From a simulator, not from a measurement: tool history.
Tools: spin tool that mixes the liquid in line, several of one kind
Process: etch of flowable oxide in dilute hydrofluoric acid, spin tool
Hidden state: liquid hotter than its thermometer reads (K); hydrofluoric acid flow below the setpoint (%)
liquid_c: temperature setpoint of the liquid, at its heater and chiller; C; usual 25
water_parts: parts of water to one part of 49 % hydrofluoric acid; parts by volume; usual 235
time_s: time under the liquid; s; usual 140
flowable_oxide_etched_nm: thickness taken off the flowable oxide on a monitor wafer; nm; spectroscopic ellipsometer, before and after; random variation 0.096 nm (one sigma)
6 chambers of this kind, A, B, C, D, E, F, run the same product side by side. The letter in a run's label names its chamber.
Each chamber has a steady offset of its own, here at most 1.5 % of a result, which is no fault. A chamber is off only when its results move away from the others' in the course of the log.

| run | day | liquid_c | water_parts | time_s | hours since the thermometer was replaced | hours since the hydrofluoric acid flow meter was replaced | read-back film thickness of the flowable oxide reference wafer, read on the same gauge (nm) | flowable_oxide_etched_nm |
|---|---|---|---|---|---|---|---|---|
| 1D | 0.442 | 25 | 235 | 140 | 1915.7 | 1168.7 | 150.05 | 14.479 |
| 2F | 0.812 | 25 | 235 | 140 | 1635 | 1356.1 | 149.99 | 14.303 |
| 3B | 1.175 | 25 | 235 | 140 | 744.3 | 598.3 | 149.98 | 14.597 |
|  | 1.517 | chamber D: thermometer replaced |
| 4E | 1.633 | 25 | 235 | 140 | 1206.1 | 252.1 | 150 | 14.317 |
| 5C | 2.204 | 25 | 235 | 140 | 1763.5 | 863.3 | 150.01 | 14.453 |
| 6A | 2.492 | 29.5 | 170 | 140 | 366.1 | 1058.6 | 149.97 | 25.296 |
| 7D | 3.042 | 29.5 | 170 | 140 | 36.6 | 1231.1 | 149.98 | 25.218 |
| 8E | 3.533 | 29.5 | 170 | 140 | 1251.7 | 297.7 | 149.97 | 24.641 |
| 9C | 4.079 | 29.5 | 170 | 140 | 1808.5 | 908.3 | 150.01 | 25.186 |
| 10A | 4.546 | 29.5 | 170 | 140 | 415.4 | 1107.9 | 150.01 | 25.152 |
| 11B | 5.029 | 29.5 | 170 | 140 | 836.8 | 690.8 | 150.01 | 25.064 |
| 12F | 5.342 | 25 | 235 | 140 | 1743.7 | 1464.8 | 150.03 | 14.301 |
| 13F | 5.833 | 25 | 235 | 140 | 1755.5 | 1476.6 | 149.97 | 14.307 |
|  | 6.021 | chamber C: hydrofluoric acid flow meter replaced |
| 14A | 6.35 | 25 | 170 | 65 | 458.7 | 1151.2 | 150.02 | 9.9527 |
| 15D | 6.762 | 25 | 170 | 65 | 125.9 | 1320.4 | 149.99 | 9.8565 |
| 16B | 7.267 | 25 | 170 | 65 | 890.5 | 744.5 | 150.01 | 9.9498 |
| 17C | 7.679 | 25 | 170 | 65 | 1894.9 | 39.9 | 150.01 | 9.8302 |
| 18E | 7.975 | 25 | 170 | 65 | 1358.3 | 404.3 | 150.01 | 9.6229 |
| 19E | 8.275 | 25 | 170 | 65 | 1365.5 | 411.5 | 150.02 | 9.5729 |
| 20C | 8.654 | 25 | 235 | 140 | 1918.3 | 63.3 | 150 | 14.357 |
| 21B | 9.046 | 25 | 235 | 140 | 933.2 | 787.2 | 150 | 14.588 |
| 22F | 9.638 | 23 | 195 | 140 | 1846.8 | 1567.9 | 149.98 | 16.568 |
| 23A | 10.217 | 23 | 195 | 140 | 551.5 | 1244 | 150.01 | 17.037 |
| 24D | 10.729 | 23 | 195 | 140 | 221.1 | 1415.6 | 149.99 | 16.711 |
|  | 10.892 | chamber C: thermometer replaced |
| 25C | 11.042 | 23 | 195 | 140 | 3.7 | 120.6 | 150.01 | 16.653 |
| 26E | 11.621 | 23 | 195 | 140 | 1445.8 | 491.8 | 149.99 | 16.282 |
| 27B | 12.196 | 23 | 195 | 140 | 1008.8 | 862.8 | 149.98 | 16.871 |
| 28F | 12.783 | 25 | 235 | 140 | 1922.3 | 1643.4 | 150.01 | 14.074 |
| 29A | 13.062 | 25 | 235 | 140 | 619.8 | 1312.3 | 149.99 | 14.337 |
| 30D | 13.492 | 25 | 235 | 140 | 287.4 | 1481.9 | 149.99 | 14.33 |
| 31F | 13.858 | 25 | 235 | 140 | 1948.1 | 1669.2 | 150.03 | 14.244 |
| 32C | 14.404 | 25 | 235 | 140 | 84.4 | 201.3 | 149.97 | 14.383 |
| 33E | 14.792 | 25 | 235 | 140 | 1521.9 | 567.9 | 150.03 | 13.749 |
| 34D | 15.15 | 25 | 235 | 140 | 327.2 | 1521.7 | 150.01 | 14.387 |
| 35B | 15.525 | 25 | 235 | 140 | 1088.7 | 942.7 | 149.99 | 14.521 |
|  | 15.629 | chamber A: thermometer replaced |
| 36A | 16.046 | 25 | 235 | 140 | 10 | 1383.9 | 150 | 14.259 |
| 37A | 16.483 | 25 | 235 | 90 | 20.5 | 1394.4 | 150.03 | 9.2682 |
| 38E | 16.783 | 25 | 235 | 90 | 1569.7 | 615.7 | 149.97 | 8.8058 |
| 39D | 17.342 | 25 | 235 | 90 | 379.8 | 1574.3 | 149.99 | 9.2497 |
| 40C | 17.908 | 25 | 235 | 90 | 168.5 | 285.4 | 149.98 | 9.1034 |
| 41B | 18.258 | 25 | 235 | 90 | 1154.3 | 1008.3 | 149.99 | 9.3677 |
| 42F | 18.679 | 25 | 235 | 90 | 2063.8 | 1784.9 | 149.98 | 9.1261 |

Next, every chamber runs the same settings. What will each give?
| 43A | 19.121 | 25 | 235 | 140 |  |  |  | ? |
| 43B | 19.121 | 25 | 235 | 140 |  |  |  | ? |
| 43C | 19.121 | 25 | 235 | 140 |  |  |  | ? |
| 43D | 19.121 | 25 | 235 | 140 |  |  |  | ? |
| 43E | 19.121 | 25 | 235 | 140 |  |  |  | ? |
| 43F | 19.121 | 25 | 235 | 140 |  |  |  | ? |

| run | flowable_oxide_etched_nm |
|---|---|
| 43A | 14.494 |
| 43B | 14.709 |
| 43C | 14.245 |
| 43D | 14.299 |
| 43E | 13.469 |
| 43F | 14.198 |
